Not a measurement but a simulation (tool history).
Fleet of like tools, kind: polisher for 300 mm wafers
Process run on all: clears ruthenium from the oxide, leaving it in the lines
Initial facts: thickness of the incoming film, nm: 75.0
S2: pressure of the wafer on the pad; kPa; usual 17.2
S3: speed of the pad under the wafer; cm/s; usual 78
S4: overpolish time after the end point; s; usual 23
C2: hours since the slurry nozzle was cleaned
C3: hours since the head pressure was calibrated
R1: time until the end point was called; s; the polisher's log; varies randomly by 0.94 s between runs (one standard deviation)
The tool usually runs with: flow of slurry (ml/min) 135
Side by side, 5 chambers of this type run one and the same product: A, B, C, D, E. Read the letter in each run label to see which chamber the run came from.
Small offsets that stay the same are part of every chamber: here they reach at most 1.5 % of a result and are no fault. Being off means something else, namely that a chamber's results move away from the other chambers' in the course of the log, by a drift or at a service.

run 1E hour=7.1 | flow_of_slurry_(ml/min)=135 S2=17.2 S3=78 S4=23 | wafers_polished_on_this_pad=155 C2=386.2 C3=918.9 | R1=70.079
-- hour=12.7 chamber A: worn pad replaced by a new one
run 2C hour=16.7 | flow_of_slurry_(ml/min)=135 S2=17.2 S3=78 S4=23 | wafers_polished_on_this_pad=687 C2=254.3 C3=477.3 | R1=68.821
run 3D hour=21.8 | flow_of_slurry_(ml/min)=135 S2=17.2 S3=78 S4=23 | wafers_polished_on_this_pad=985 C2=425.1 C3=452.3 | R1=70.976
-- hour=22.3 chamber B: worn pad replaced by a new one
run 4B hour=29.4 | flow_of_slurry_(ml/min)=135 S2=17.2 S3=78 S4=23 | wafers_polished_on_this_pad=60 C2=353.9 C3=261.0 | R1=69.452
run 5A hour=38.2 | flow_of_slurry_(ml/min)=135 S2=17.2 S3=78 S4=23 | wafers_polished_on_this_pad=216 C2=615.4 C3=318.7 | R1=72.478
-- hour=39.9 chamber A: head pressure recalibrated
run 6E hour=43.2 | flow_of_slurry_(ml/min)=105 S2=17.2 S3=78 S4=23 | wafers_polished_on_this_pad=462 C2=422.3 C3=955.0 | R1=76.616
run 7D hour=48.4 | flow_of_slurry_(ml/min)=105 S2=17.2 S3=78 S4=23 | wafers_polished_on_this_pad=1211 C2=451.7 C3=478.9 | R1=76.314
-- hour=51.7 chamber C: worn pad replaced by a new one
run 8B hour=57.6 | flow_of_slurry_(ml/min)=105 S2=17.2 S3=78 S4=23 | wafers_polished_on_this_pad=299 C2=382.1 C3=289.2 | R1=73.639
run 9C hour=62.7 | flow_of_slurry_(ml/min)=105 S2=17.2 S3=78 S4=23 | wafers_polished_on_this_pad=93 C2=300.3 C3=523.3 | R1=73.202
run 10A hour=70.9 | flow_of_slurry_(ml/min)=105 S2=17.2 S3=78 S4=23 | wafers_polished_on_this_pad=494 C2=648.1 C3=31.0 | R1=73.881
-- hour=75.3 chamber D: worn pad replaced by a new one
run 11B hour=79.4 | flow_of_slurry_(ml/min)=135 S2=17.2 S3=78 S4=23 | wafers_polished_on_this_pad=484 C2=403.9 C3=311.0 | R1=70.572
run 12D hour=88.3 | flow_of_slurry_(ml/min)=135 S2=17.2 S3=78 S4=23 | wafers_polished_on_this_pad=111 C2=491.6 C3=518.8 | R1=71.229
-- hour=89.2 chamber E: slurry nozzle cleaned
run 13C hour=92.9 | flow_of_slurry_(ml/min)=135 S2=17.2 S3=78 S4=23 | wafers_polished_on_this_pad=350 C2=330.5 C3=553.5 | R1=68.127
run 14E hour=101.0 | flow_of_slurry_(ml/min)=135 S2=17.2 S3=78 S4=23 | wafers_polished_on_this_pad=952 C2=11.8 C3=1012.8 | R1=72.266
-- hour=104.4 chamber B: worn pad replaced by a new one
-- hour=107.7 chamber B: head pressure recalibrated
run 15A hour=109.3 | flow_of_slurry_(ml/min)=135 S2=17.2 S3=78 S4=23 | wafers_polished_on_this_pad=819 C2=686.5 C3=69.4 | R1=68.734
run 16B hour=115.3 | flow_of_slurry_(ml/min)=135 S2=17.2 S3=78 S4=23 | wafers_polished_on_this_pad=92 C2=439.8 C3=7.7 | R1=70.145
run 17E hour=124.9 | flow_of_slurry_(ml/min)=135 S2=17.2 S3=78 S4=23 | wafers_polished_on_this_pad=1155 C2=35.7 C3=1036.7 | R1=70.023
-- hour=133.0 chamber E: worn pad replaced by a new one
run 18D hour=133.3 | flow_of_slurry_(ml/min)=135 S2=17.2 S3=78 S4=23 | wafers_polished_on_this_pad=493 C2=536.6 C3=563.8 | R1=71.598
-- hour=140.3 chamber A: worn pad replaced by a new one
run 19C hour=141.8 | flow_of_slurry_(ml/min)=135 S2=17.2 S3=78 S4=23 | wafers_polished_on_this_pad=765 C2=379.4 C3=602.4 | R1=69.786
run 20A hour=151.4 | flow_of_slurry_(ml/min)=135 S2=17.2 S3=78 S4=23 | wafers_polished_on_this_pad=95 C2=728.6 C3=111.5 | R1=70.909
run 21E hour=159.4 | flow_of_slurry_(ml/min)=135 S2=17.2 S3=78 S4=23 | wafers_polished_on_this_pad=224 C2=70.2 C3=1071.2 | R1=70.951
-- hour=162.6 chamber C: slurry nozzle cleaned
-- hour=165.4 chamber C: worn pad replaced by a new one
-- hour=166.4 chamber A: slurry nozzle cleaned
run 22D hour=166.4 | flow_of_slurry_(ml/min)=135 S2=17.2 S3=78 S4=23 | wafers_polished_on_this_pad=774 C2=569.7 C3=596.9 | R1=72.941
run 23A hour=170.9 | flow_of_slurry_(ml/min)=135 S2=17.2 S3=78 S4=23 | wafers_polished_on_this_pad=260 C2=4.5 C3=131.0 | R1=70.739
run 24C hour=177.8 | flow_of_slurry_(ml/min)=135 S2=17.2 S3=78 S4=23 | wafers_polished_on_this_pad=105 C2=15.2 C3=638.4 | R1=70.983
run 25B hour=184.6 | flow_of_slurry_(ml/min)=135 S2=17.2 S3=78 S4=23 | wafers_polished_on_this_pad=681 C2=509.1 C3=77.0 | R1=70.359
-- hour=187.3 chamber B: worn pad replaced by a new one
-- hour=189.8 chamber C: head pressure recalibrated
run 26D hour=194.2 | flow_of_slurry_(ml/min)=135 S2=17.2 S3=78 S4=23 | wafers_polished_on_this_pad=1010 C2=597.5 C3=624.7 | R1=73.615
run 27C hour=203.9 | flow_of_slurry_(ml/min)=135 S2=17.2 S3=78 S4=23 | wafers_polished_on_this_pad=327 C2=41.3 C3=14.1 | R1=70.464
run 28A hour=209.7 | flow_of_slurry_(ml/min)=135 S2=17.2 S3=78 S4=23 | wafers_polished_on_this_pad=589 C2=43.3 C3=169.8 | R1=69.370
run 29B hour=218.5 | flow_of_slurry_(ml/min)=135 S2=17.2 S3=78 S4=23 | wafers_polished_on_this_pad=265 C2=543.0 C3=110.9 | R1=70.406
run 30E hour=222.9 | flow_of_slurry_(ml/min)=135 S2=17.2 S3=78 S4=23 | wafers_polished_on_this_pad=763 C2=133.7 C3=1134.7 | R1=71.834
run 31B hour=232.5 | flow_of_slurry_(ml/min)=135 S2=17.2 S3=78 S4=36 | wafers_polished_on_this_pad=384 C2=557.0 C3=124.9 | R1=71.744
-- hour=234.6 chamber D: worn pad replaced by a new one
run 32C hour=241.3 | flow_of_slurry_(ml/min)=135 S2=17.2 S3=78 S4=36 | wafers_polished_on_this_pad=644 C2=78.7 C3=51.5 | R1=69.372
-- hour=244.1 chamber A: worn pad replaced by a new one
run 33E hour=250.9 | flow_of_slurry_(ml/min)=135 S2=17.2 S3=78 S4=36 | wafers_polished_on_this_pad=1001 C2=161.7 C3=1162.7 | R1=71.320
run 34A hour=259.9 | flow_of_slurry_(ml/min)=135 S2=17.2 S3=78 S4=36 | wafers_polished_on_this_pad=134 C2=93.5 C3=220.0 | R1=71.430
-- hour=264.6 chamber B: worn pad replaced by a new one
run 35D hour=267.2 | flow_of_slurry_(ml/min)=135 S2=17.2 S3=78 S4=36 | wafers_polished_on_this_pad=277 C2=670.5 C3=697.7 | R1=77.530
run 36C hour=274.1 | flow_of_slurry_(ml/min)=135 S2=17.2 S3=96 S4=23 | wafers_polished_on_this_pad=923 C2=111.5 C3=84.3 | R1=55.589
-- hour=280.4 chamber E: worn pad replaced by a new one
run 37B hour=283.7 | flow_of_slurry_(ml/min)=135 S2=17.2 S3=96 S4=23 | wafers_polished_on_this_pad=162 C2=608.2 C3=176.1 | R1=56.707
run 38E hour=293.2 | flow_of_slurry_(ml/min)=135 S2=17.2 S3=96 S4=23 | wafers_polished_on_this_pad=108 C2=204.0 C3=1205.0 | R1=57.711
run 39D hour=299.2 | flow_of_slurry_(ml/min)=135 S2=17.2 S3=96 S4=23 | wafers_polished_on_this_pad=549 C2=702.5 C3=729.7 | R1=63.736
run 40A hour=305.1 | flow_of_slurry_(ml/min)=135 S2=17.2 S3=96 S4=23 | wafers_polished_on_this_pad=518 C2=138.7 C3=265.2 | R1=56.614
run 41E hour=313.5 | flow_of_slurry_(ml/min)=135 S2=17.2 S3=78 S4=18 | wafers_polished_on_this_pad=281 C2=224.3 C3=1225.3 | R1=71.341
run 42A hour=322.9 | flow_of_slurry_(ml/min)=135 S2=17.2 S3=78 S4=18 | wafers_polished_on_this_pad=669 C2=156.5 C3=283.0 | R1=70.900

Decide between three cases: one chamber stands off from its peers, the gauge reading all wafers drifts, or nothing is wrong past each chamber's small offset. Where a chamber is off, say which and what most likely put it there.

Little by little, chamber D moves away from the other chambers.
Most likely cause: slurry flow missing at the pad, % = 34.7.
It could be hard to tell apart here from: head's pressure below its setpoint, %.

Here are 4 candidates for chamber D's next run, each the usual settings with a change, their results left as question marks. Which one brings its results back in line with what the others give on the usual settings?
Maximum distance from the other chambers' mean on the usual settings for a result to count as in line: R1 3.300 s
run 43D-1 hour=330.0 | flow_of_slurry_(ml/min)=135 S2=18.6 S3=82 S4=23 | R1=?
run 43D-2 hour=330.0 | flow_of_slurry_(ml/min)=135 S2=17.9 S3=78 S4=23 | R1=?
run 43D-3 hour=330.0 | flow_of_slurry_(ml/min)=135 S2=17.2 S3=76 S4=23 | R1=?
run 43D-4 hour=330.0 | flow_of_slurry_(ml/min)=135 S2=17.2 S3=70 S4=23 | R1=?

The other chambers' mean on the usual settings: R1 70.554 s
run=43D-1 R1=69.175
run=43D-2 R1=75.473
run=43D-3 R1=80.535
run=43D-4 R1=87.323
43D-1 puts the chamber back in line with the other chambers.

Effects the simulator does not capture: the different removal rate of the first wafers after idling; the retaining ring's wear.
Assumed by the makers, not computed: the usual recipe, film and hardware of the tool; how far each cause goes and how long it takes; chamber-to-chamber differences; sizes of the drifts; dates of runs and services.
